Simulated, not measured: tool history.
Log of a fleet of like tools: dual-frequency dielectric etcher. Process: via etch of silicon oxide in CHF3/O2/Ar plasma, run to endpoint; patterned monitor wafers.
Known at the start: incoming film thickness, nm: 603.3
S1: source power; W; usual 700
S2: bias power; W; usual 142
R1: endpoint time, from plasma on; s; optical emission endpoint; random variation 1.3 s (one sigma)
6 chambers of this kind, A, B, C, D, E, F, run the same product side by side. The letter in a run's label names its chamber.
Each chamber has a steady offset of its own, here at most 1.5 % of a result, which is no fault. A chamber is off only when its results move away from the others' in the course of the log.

run   hour   S1   S2      R1
 1C      7  700  142  310.44
       9.7  -- chamber C: source power generator calibrated
 2D   19.7  700  142  313.63
 3B   28.8  700  142  310.57
 4E   38.2  700  142  308.55
 5F   48.8  700  142   311.1
 6A   60.3  700  117  335.99
 7F   66.4  700  117  329.24
        69  -- chamber F: wet clean of the chamber
 8D   76.8  700  117  329.82
 9A   88.8  700  117  334.81
10E  100.8  700  117  328.88
11B  109.6  700  117  333.64
12C  118.4  700  142  312.07
13A  124.8  840  154  286.67
14F  134.6  840  154  281.76
15E  143.2  840  154  281.84
16D  154.1  840  154  284.13
     161.1  -- chamber B: source power generator calibrated
17C  165.2  840  154  283.64
18B  171.5  840  154  283.44
19D    184  630  142  325.42
20B  192.8  630  142  323.65
21C  203.5  630  142  324.74
22A  212.3  630  142  329.05
23F  223.1  630  142  323.21
     230.8  -- chamber A: wet clean of the chamber
24E  233.3  630  142  322.94
25A    244  700  142  313.26
26C    254  700  142  314.48
27E  266.6  700  142  310.13
28D    277  700  142  311.06
29B  287.8  700  142  311.35
30F  299.4  700  142  313.81
31B    307  700  158  300.86
     307.5  -- chamber E: wet clean of the chamber
32E  318.5  700  158  300.08
33C  325.5  700  158  308.06
34F  335.6  700  158  301.13
35A  344.9  700  158  302.03
36D  356.9  700  158  299.76
37E  367.4  700  142  309.57
38F  376.8  700  142  310.01

What goes on in this fleet: one chamber off, a drifting gauge, or nothing beyond the chambers' own small offsets? Name the chamber and the cause, if any.

Chamber C drifts away from the others.
Cause: etch rate under this chamber's usual, % = 2.63.

Here are 4 candidates for chamber C's next run, each the usual settings with a change, their results left as question marks. Which one brings its results back in line with what the others give on the usual settings?
In line means no further than this from the other chambers' mean on the usual settings: R1 4.6 s
39C-1  386.2  760  152   ?
39C-2  386.2  700  130   ?
39C-3  386.2  600  142   ?
39C-4  386.2  700  154   ?

The other chambers' mean on the usual settings: R1 311.64 s
  run      R1
39C-1  303.33
39C-2  328.89
39C-3  339.33
39C-4  311.71
39C-4 brings the chamber back in line.
